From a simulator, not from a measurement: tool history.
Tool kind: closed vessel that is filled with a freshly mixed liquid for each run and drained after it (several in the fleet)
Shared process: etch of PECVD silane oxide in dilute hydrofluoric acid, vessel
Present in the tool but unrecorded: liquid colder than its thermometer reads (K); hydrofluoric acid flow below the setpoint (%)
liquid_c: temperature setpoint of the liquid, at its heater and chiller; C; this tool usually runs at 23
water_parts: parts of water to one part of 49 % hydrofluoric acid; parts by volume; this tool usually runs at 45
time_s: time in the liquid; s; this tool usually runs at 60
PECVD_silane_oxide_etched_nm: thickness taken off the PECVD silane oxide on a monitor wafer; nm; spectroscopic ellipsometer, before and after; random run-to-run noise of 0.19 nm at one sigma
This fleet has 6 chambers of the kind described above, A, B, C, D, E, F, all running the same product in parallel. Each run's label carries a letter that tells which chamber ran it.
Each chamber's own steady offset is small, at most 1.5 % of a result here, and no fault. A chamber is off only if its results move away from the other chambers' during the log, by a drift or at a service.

| run | hour | liquid_c | water_parts | time_s | hours since the thermometer was replaced | hours since the hydrofluoric acid flow meter was replaced | read-back film thickness of the PECVD silane oxide reference wafer, read on the same gauge (nm) | PECVD_silane_oxide_etched_nm |
|---|---|---|---|---|---|---|---|---|
| 1E | 3.4 | 23 | 45 | 60 | 52.6 | 328 | 100.02 | 31.478 |
| 2D | 6.9 | 23 | 45 | 60 | 599.7 | 1091.6 | 99.993 | 31.913 |
| 3A | 9.9 | 23 | 45 | 60 | 1065.1 | 227.4 | 100 | 31.938 |
| 4C | 12.8 | 23 | 45 | 60 | 424.9 | 206.4 | 99.997 | 31.355 |
| 5B | 16.2 | 23 | 45 | 60 | 1345.2 | 913.2 | 100.03 | 32.125 |
| 6F | 20.1 | 23 | 45 | 60 | 1561.3 | 216 | 100.01 | 31.941 |
| 7F | 23.4 | 23 | 45 | 60 | 1564.6 | 219.3 | 99.998 | 31.418 |
| 8A | 25.6 | 23 | 45 | 60 | 1080.8 | 243.1 | 100.02 | 31.699 |
| 9E | 29.2 | 23 | 45 | 60 | 78.4 | 353.8 | 99.96 | 31.701 |
| 10C | 33.5 | 23 | 45 | 90 | 445.6 | 227.1 | 99.998 | 47.601 |
| 11B | 36.1 | 23 | 45 | 90 | 1365.1 | 933.1 | 99.997 | 47.473 |
| 12D | 39.1 | 23 | 45 | 90 | 631.9 | 1123.8 | 100.02 | 47.412 |
| 13F | 41.2 | 23 | 45 | 90 | 1582.4 | 237.1 | 100.01 | 47.707 |
| 14C | 45.7 | 23 | 45 | 90 | 457.8 | 239.3 | 99.978 | 47.329 |
| 15D | 49.2 | 23 | 45 | 90 | 642 | 1133.9 | 100.02 | 47.578 |
| 16E | 51.6 | 23 | 45 | 60 | 100.8 | 376.2 | 99.968 | 31.58 |
| 17B | 55.6 | 23 | 45 | 60 | 1384.6 | 952.6 | 100 | 32.082 |
| 18A | 58 | 23 | 45 | 60 | 1113.2 | 275.5 | 100 | 31.485 |
| 19B | 61.4 | 23 | 45 | 60 | 1390.4 | 958.4 | 99.985 | 32.139 |
|  | 61.8 | chamber B: hydrofluoric acid flow meter replaced |
| 20A | 64.9 | 23 | 45 | 60 | 1120.1 | 282.4 | 100.02 | 31.164 |
| 21D | 69.2 | 23 | 45 | 60 | 662 | 1153.9 | 100.01 | 31.786 |
| 22E | 71.9 | 23 | 45 | 60 | 121.1 | 396.5 | 100.05 | 31.556 |
| 23C | 75.9 | 25.5 | 45 | 60 | 488 | 269.5 | 100.01 | 34.765 |
|  | 76.4 | chamber B: thermometer replaced |
| 24F | 80.1 | 25.5 | 45 | 60 | 1621.3 | 276 | 99.97 | 35.438 |
| 25C | 82.8 | 25.5 | 45 | 60 | 494.9 | 276.4 | 99.984 | 34.833 |
| 26E | 85.6 | 25.5 | 45 | 60 | 134.8 | 410.2 | 99.981 | 35.275 |
| 27B | 87.6 | 25.5 | 45 | 60 | 11.2 | 25.8 | 99.982 | 35.633 |
| 28D | 92 | 25.5 | 45 | 60 | 684.8 | 1176.7 | 100.02 | 35.297 |
| 29A | 96.1 | 23 | 45 | 60 | 1151.3 | 313.6 | 99.996 | 30.409 |
| 30F | 98.3 | 23 | 45 | 35 | 1639.5 | 294.2 | 100.04 | 18.507 |
| 31C | 100.4 | 23 | 45 | 35 | 512.5 | 294 | 99.965 | 18.314 |
| 32D | 102.4 | 23 | 45 | 35 | 695.2 | 1187.1 | 100.01 | 18.562 |
| 33B | 106.8 | 23 | 45 | 35 | 30.4 | 45 | 99.985 | 18.723 |
| 34E | 109 | 23 | 45 | 35 | 158.2 | 433.6 | 100.02 | 18.497 |
| 35F | 112.3 | 23 | 45 | 35 | 1653.5 | 308.2 | 99.979 | 18.624 |
| 36A | 114.7 | 23 | 45 | 60 | 1169.9 | 332.2 | 100 | 30.074 |

Predict what each chamber gives when all 6 of them run the settings below next.
| 37A | 117.9 | 18.5 | 45 | 60 |  |  |  | ? |
| 37B | 117.9 | 18.5 | 45 | 60 |  |  |  | ? |
| 37C | 117.9 | 18.5 | 45 | 60 |  |  |  | ? |
| 37D | 117.9 | 18.5 | 45 | 60 |  |  |  | ? |
| 37E | 117.9 | 18.5 | 45 | 60 |  |  |  | ? |
| 37F | 117.9 | 18.5 | 45 | 60 |  |  |  | ? |

| run | PECVD_silane_oxide_etched_nm |
|---|---|
| 37A | 24.936 |
| 37B | 26.328 |
| 37C | 26.21 |
| 37D | 26.115 |
| 37E | 26.305 |
| 37F | 26.301 |
